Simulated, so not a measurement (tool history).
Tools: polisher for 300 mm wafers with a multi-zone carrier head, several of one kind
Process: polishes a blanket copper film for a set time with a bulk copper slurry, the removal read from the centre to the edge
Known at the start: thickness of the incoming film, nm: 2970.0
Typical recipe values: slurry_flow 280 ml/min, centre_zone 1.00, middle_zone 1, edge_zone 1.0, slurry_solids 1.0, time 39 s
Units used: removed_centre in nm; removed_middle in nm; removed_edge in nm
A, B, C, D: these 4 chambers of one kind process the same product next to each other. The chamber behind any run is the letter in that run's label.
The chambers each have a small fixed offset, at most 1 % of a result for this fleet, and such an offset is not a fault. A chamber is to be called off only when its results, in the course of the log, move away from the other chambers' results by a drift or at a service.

| run | hour | slurry_flow | centre_zone | middle_zone | edge_zone | slurry_solids | time | removed_centre | removed_middle | removed_edge |
|---|---|---|---|---|---|---|---|---|---|---|
| 1B | 14.4 | 280 | 1.00 | 1 | 1.0 | 1.0 | 39 | 348.20 | 341.42 | 347.49 |
|  | 21.4 | chamber A: worn pad replaced by a new one |
| 2C | 21.5 | 280 | 1.00 | 1 | 1.0 | 1.0 | 39 | 345.26 | 346.47 | 356.49 |
|  | 30.1 | chamber B: slurry nozzle cleaned |
| 3A | 32.7 | 280 | 1.00 | 1 | 1.0 | 1.0 | 39 | 343.39 | 352.41 | 349.84 |
|  | 41.4 | chamber A: centre zone pressure recalibrated |
| 4D | 44.2 | 280 | 1.00 | 1 | 1.0 | 1.0 | 39 | 351.50 | 349.97 | 343.60 |
| 5D | 58.4 | 280 | 1.10 | 1 | 1.0 | 1.0 | 39 | 387.45 | 346.05 | 346.36 |
| 6C | 66.4 | 280 | 1.10 | 1 | 1.0 | 1.0 | 39 | 385.53 | 347.71 | 352.63 |
|  | 73.2 | chamber B: worn pad replaced by a new one |
|  | 76.3 | chamber B: edge zone pressure recalibrated |
|  | 77.8 | chamber D: worn pad replaced by a new one |
| 7A | 80.3 | 280 | 1.10 | 1 | 1.0 | 1.0 | 39 | 381.06 | 350.60 | 345.65 |
|  | 87.5 | chamber C: worn pad replaced by a new one |
| 8B | 94.2 | 280 | 1.10 | 1 | 1.0 | 1.0 | 39 | 384.07 | 348.56 | 349.24 |
| 9D | 104.0 | 280 | 1.00 | 1 | 1.0 | 1.0 | 39 | 350.21 | 349.24 | 346.50 |
| 10A | 118.4 | 280 | 1.00 | 1 | 1.0 | 1.0 | 39 | 343.68 | 350.00 | 350.47 |
|  | 120.9 | chamber A: worn pad replaced by a new one |
| 11B | 126.7 | 280 | 1.00 | 1 | 1.0 | 1.0 | 39 | 347.03 | 348.05 | 354.59 |
| 12C | 137.8 | 280 | 1.00 | 1 | 1.0 | 1.0 | 39 | 346.04 | 348.53 | 350.13 |
|  | 138.3 | chamber D: slurry nozzle cleaned |
|  | 140.9 | chamber B: centre zone pressure recalibrated |
|  | 148.8 | chamber C: edge zone pressure recalibrated |
| 13B | 152.4 | 280 | 1.00 | 1 | 1.0 | 1.0 | 39 | 351.39 | 344.42 | 351.11 |
|  | 160.2 | chamber D: worn pad replaced by a new one |
|  | 161.8 | chamber C: worn pad replaced by a new one |
| 14D | 163.1 | 280 | 1.00 | 1 | 1.0 | 1.0 | 39 | 346.48 | 349.48 | 350.03 |
| 15A | 176.6 | 280 | 1.00 | 1 | 1.0 | 1.0 | 39 | 348.10 | 347.49 | 350.64 |
|  | 179.8 | chamber B: worn pad replaced by a new one |
| 16C | 186.6 | 280 | 1.00 | 1 | 1.0 | 1.0 | 39 | 347.09 | 348.89 | 353.94 |
| 17D | 200.5 | 280 | 1.00 | 1 | 1.0 | 1.0 | 39 | 351.72 | 349.60 | 343.31 |
| 18A | 209.8 | 280 | 1.00 | 1 | 1.0 | 1.0 | 33 | 293.53 | 294.34 | 290.80 |
|  | 212.1 | chamber D: edge zone pressure recalibrated |
|  | 213.3 | chamber C: slurry nozzle cleaned |
| 19B | 223.8 | 280 | 1.00 | 1 | 1.0 | 1.0 | 33 | 297.26 | 293.51 | 293.05 |
|  | 228.9 | chamber A: worn pad replaced by a new one |
| 20C | 231.9 | 280 | 1.00 | 1 | 1.0 | 1.0 | 33 | 294.25 | 296.28 | 295.96 |
|  | 241.4 | chamber D: worn pad replaced by a new one |
| 21B | 246.3 | 280 | 1.00 | 1 | 1.0 | 1.0 | 33 | 294.33 | 290.57 | 297.72 |
|  | 247.6 | chamber C: worn pad replaced by a new one |
| 22D | 254.2 | 280 | 1.00 | 1 | 0.9 | 1.0 | 39 | 351.66 | 349.30 | 326.29 |
| 23C | 264.5 | 280 | 1.00 | 1 | 0.9 | 1.0 | 39 | 343.49 | 348.33 | 328.91 |
| 24A | 276.8 | 280 | 1.00 | 1 | 0.9 | 1.0 | 39 | 344.52 | 348.95 | 335.40 |
|  | 287.3 | chamber B: worn pad replaced by a new one |
| 25C | 287.3 | 280 | 1.00 | 1 | 0.9 | 1.0 | 39 | 347.43 | 344.60 | 332.42 |
| 26D | 295.1 | 280 | 1.00 | 1 | 1.1 | 1.1 | 39 | 357.67 | 354.75 | 372.91 |
| 27B | 307.2 | 280 | 1.00 | 1 | 1.1 | 1.1 | 39 | 351.28 | 355.99 | 376.99 |
|  | 313.3 | chamber D: worn pad replaced by a new one |
| 28A | 314.0 | 280 | 1.00 | 1 | 1.1 | 1.1 | 39 | 353.66 | 359.10 | 371.56 |
|  | 319.7 | chamber C: worn pad replaced by a new one |
|  | 325.2 | chamber A: worn pad replaced by a new one |
| 29C | 328.7 | 280 | 1.00 | 1 | 1.1 | 1.1 | 39 | 351.39 | 351.31 | 377.80 |
| 30D | 337.1 | 280 | 1.00 | 1 | 1.0 | 1.0 | 39 | 347.74 | 345.41 | 343.96 |
| 31A | 350.5 | 280 | 1.00 | 1 | 1.0 | 1.0 | 39 | 349.39 | 352.18 | 350.03 |
| 32B | 362.4 | 280 | 1.00 | 1 | 1.0 | 1.0 | 39 | 350.90 | 347.18 | 351.25 |
| 33C | 369.5 | 280 | 1.00 | 1 | 1.0 | 1.0 | 39 | 343.42 | 349.62 | 348.98 |
| 34D | 380.9 | 280 | 0.96 | 1 | 1.0 | 1.0 | 26 | 221.63 | 230.89 | 227.95 |
| 35A | 390.9 | 280 | 0.96 | 1 | 1.0 | 1.0 | 26 | 223.05 | 230.73 | 232.52 |
| 36B | 401.7 | 280 | 0.96 | 1 | 1.0 | 1.0 | 26 | 222.87 | 229.28 | 231.07 |
|  | 402.3 | chamber D: worn pad replaced by a new one |
| 37D | 413.5 | 280 | 0.96 | 1 | 1.0 | 1.0 | 26 | 223.61 | 233.92 | 232.07 |

The same settings go to every chamber for the next run, one line per chamber below. Forecast the results for each:
| 38A | 424.3 | 280 | 0.93 | 1 | 1.0 | 1.0 | 39 | ? | ? | ? |
| 38B | 424.3 | 280 | 0.93 | 1 | 1.0 | 1.0 | 39 | ? | ? | ? |
| 38C | 424.3 | 280 | 0.93 | 1 | 1.0 | 1.0 | 39 | ? | ? | ? |
| 38D | 424.3 | 280 | 0.93 | 1 | 1.0 | 1.0 | 39 | ? | ? | ? |

| run | removed_centre | removed_middle | removed_edge |
|---|---|---|---|
| 38A | 321.36 | 350.44 | 350.44 |
| 38B | 323.15 | 345.29 | 347.32 |
| 38C | 318.96 | 345.30 | 349.93 |
| 38D | 320.67 | 350.83 | 342.89 |
